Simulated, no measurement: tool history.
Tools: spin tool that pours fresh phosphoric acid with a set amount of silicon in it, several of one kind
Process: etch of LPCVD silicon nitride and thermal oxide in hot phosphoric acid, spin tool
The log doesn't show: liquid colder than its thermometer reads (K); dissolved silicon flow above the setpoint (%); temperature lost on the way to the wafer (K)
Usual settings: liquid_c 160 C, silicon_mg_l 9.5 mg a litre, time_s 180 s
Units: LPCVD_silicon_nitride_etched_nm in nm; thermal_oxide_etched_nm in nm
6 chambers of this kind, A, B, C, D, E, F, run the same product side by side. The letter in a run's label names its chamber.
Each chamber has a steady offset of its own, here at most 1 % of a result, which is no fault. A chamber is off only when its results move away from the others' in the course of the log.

run,hour,liquid_c,silicon_mg_l,time_s,hours since the thermometer was replaced,hours since the dissolved silicon flow meter was replaced,hours since the heated supply line was repaired,"read-back film thickness of the LPCVD silicon nitride reference wafer, read on the same gauge (nm)","read-back film thickness of the thermal oxide reference wafer, read on the same gauge (nm)",LPCVD_silicon_nitride_etched_nm,thermal_oxide_etched_nm
1B,6.8,160,9.5,180,1851.7,33.3,122.1,29.996,40.031,14.323,0.38892
2D,15.0,160,9.5,180,250.5,172.4,1584.1,29.994,39.968,14.304,0.43154
3C,24.4,160,9.5,180,785.2,156.5,2502.9,30.012,40.029,13.919,0.44367
4F,39.2,160,9.5,180,1425.7,559.7,782.1,29.967,39.986,14.143,0.42974
5E,51.5,160,9.5,180,135.3,814.9,2943.0,29.989,39.990,14.109,0.42340
6A,61.7,160,9.5,180,288.6,503.2,376.0,29.973,39.946,14.180,0.44843
7D,73.8,160,9.5,180,309.3,231.2,1642.9,29.988,40.001,14.344,0.44477
8B,85.6,160,9.5,180,1930.5,112.1,200.9,29.998,40.064,14.377,0.39802
9A,99.1,160,9.5,180,326.0,540.6,413.4,29.955,39.980,14.122,0.44319
10E,105.8,160,9.5,180,189.6,869.2,2997.3,29.978,40.022,14.280,0.45642
11C,118.5,162,5.5,180,879.3,250.6,2597.0,29.970,39.993,15.040,0.54092
12F,131.9,162,5.5,180,1518.4,652.4,874.8,30.005,40.033,15.210,0.45406
# hour 137.4: chamber E: dissolved silicon flow meter replaced
13E,141.5,162,5.5,180,225.3,4.2,3033.0,30.018,39.983,15.065,0.54191
14D,153.7,162,5.5,180,389.2,311.1,1722.8,30.000,39.994,15.179,0.52593
15C,161.7,162,5.5,180,922.5,293.8,2640.2,29.974,39.999,14.835,0.50902
16B,172.4,162,5.5,180,2017.3,198.9,287.7,30.024,40.018,15.239,0.52440
17A,183.1,160,9.5,180,410.0,624.6,497.4,30.013,39.990,14.097,0.43423
# hour 183.6: chamber E: heated supply line repaired
18F,197.0,160,9.5,180,1583.5,717.5,939.9,29.977,40.035,14.090,0.38399
19B,207.5,160,9.5,180,2052.4,234.0,322.8,29.983,39.993,14.119,0.39219
20C,213.9,160,9.5,180,974.7,346.0,2692.4,29.986,39.950,13.549,0.36915
21D,228.7,160,9.5,180,464.2,386.1,1797.8,30.002,40.024,14.051,0.40217
22F,240.7,160,9.5,180,1627.2,761.2,983.6,30.007,39.973,13.995,0.41593
23A,250.7,160,9.5,180,477.6,692.2,565.0,29.999,40.009,14.260,0.40294
24E,264.6,163,4.0,180,348.4,127.3,81.0,29.994,40.031,15.584,0.54754
25B,273.0,163,4.0,180,2117.9,299.5,388.3,29.984,40.015,15.807,0.51091
# hour 274.6: chamber D: dissolved silicon flow meter replaced
# hour 283.7: chamber B: thermometer replaced
26F,285.9,163,4.0,180,1672.4,806.4,1028.8,30.004,40.010,15.609,0.59787
27C,294.8,163,4.0,180,1055.6,426.9,2773.3,29.996,39.966,14.972,0.54632
28A,302.6,163,4.0,180,529.5,744.1,616.9,30.024,39.999,15.756,0.59178
29D,316.6,163,4.0,180,552.1,42.0,1885.7,29.999,39.986,15.556,0.52503
30E,324.3,160,9.5,180,408.1,187.0,140.7,29.955,39.997,13.950,0.41551
31C,335.3,160,9.5,180,1096.1,467.4,2813.8,30.019,39.947,13.280,0.37622
32B,349.5,160,9.5,180,65.8,376.0,464.8,29.977,40.019,14.081,0.38328
33D,360.1,160,9.5,180,595.6,85.5,1929.2,30.009,39.978,14.190,0.42221
34A,373.3,160,9.5,180,600.2,814.8,687.6,30.014,39.961,14.277,0.41474
35F,381.1,160,9.5,180,1767.6,901.6,1124.0,30.032,40.008,14.165,0.44406
36E,395.2,161,9.5,180,479.0,257.9,211.6,30.009,39.981,14.515,0.42671

What goes on in this fleet: one chamber off, a drifting gauge, or nothing beyond the chambers' own small offsets? Name the chamber and the cause, if any.

Chamber C drifts away from the others.
Cause: liquid colder than its thermometer reads (K) = 2.36.
The log may not tell that from: temperature lost on the way to the wafer (K).

Here are 4 candidates for chamber C's next run, each the usual settings with a change, their results left as question marks. Which one brings its results back in line with what the others give on the usual settings?
In line means no further than this from the other chambers' mean on the usual settings: LPCVD_silicon_nitride_etched_nm 0.430 nm; thermal_oxide_etched_nm 0.07300 nm
37C-1,405.8,160,10.0,175,,,,,,?,?
37C-2,405.8,161,7.0,190,,,,,,?,?
37C-3,405.8,159,12.0,170,,,,,,?,?
37C-4,405.8,160,9.0,185,,,,,,?,?

The other chambers' mean on the usual settings: LPCVD_silicon_nitride_etched_nm 14.150 nm; thermal_oxide_etched_nm 0.40584 nm
run,LPCVD_silicon_nitride_etched_nm,thermal_oxide_etched_nm
37C-1,12.671,0.31916
37C-2,14.236,0.39859
37C-3,11.889,0.27442
37C-4,13.395,0.34489
37C-2 brings the chamber back in line.

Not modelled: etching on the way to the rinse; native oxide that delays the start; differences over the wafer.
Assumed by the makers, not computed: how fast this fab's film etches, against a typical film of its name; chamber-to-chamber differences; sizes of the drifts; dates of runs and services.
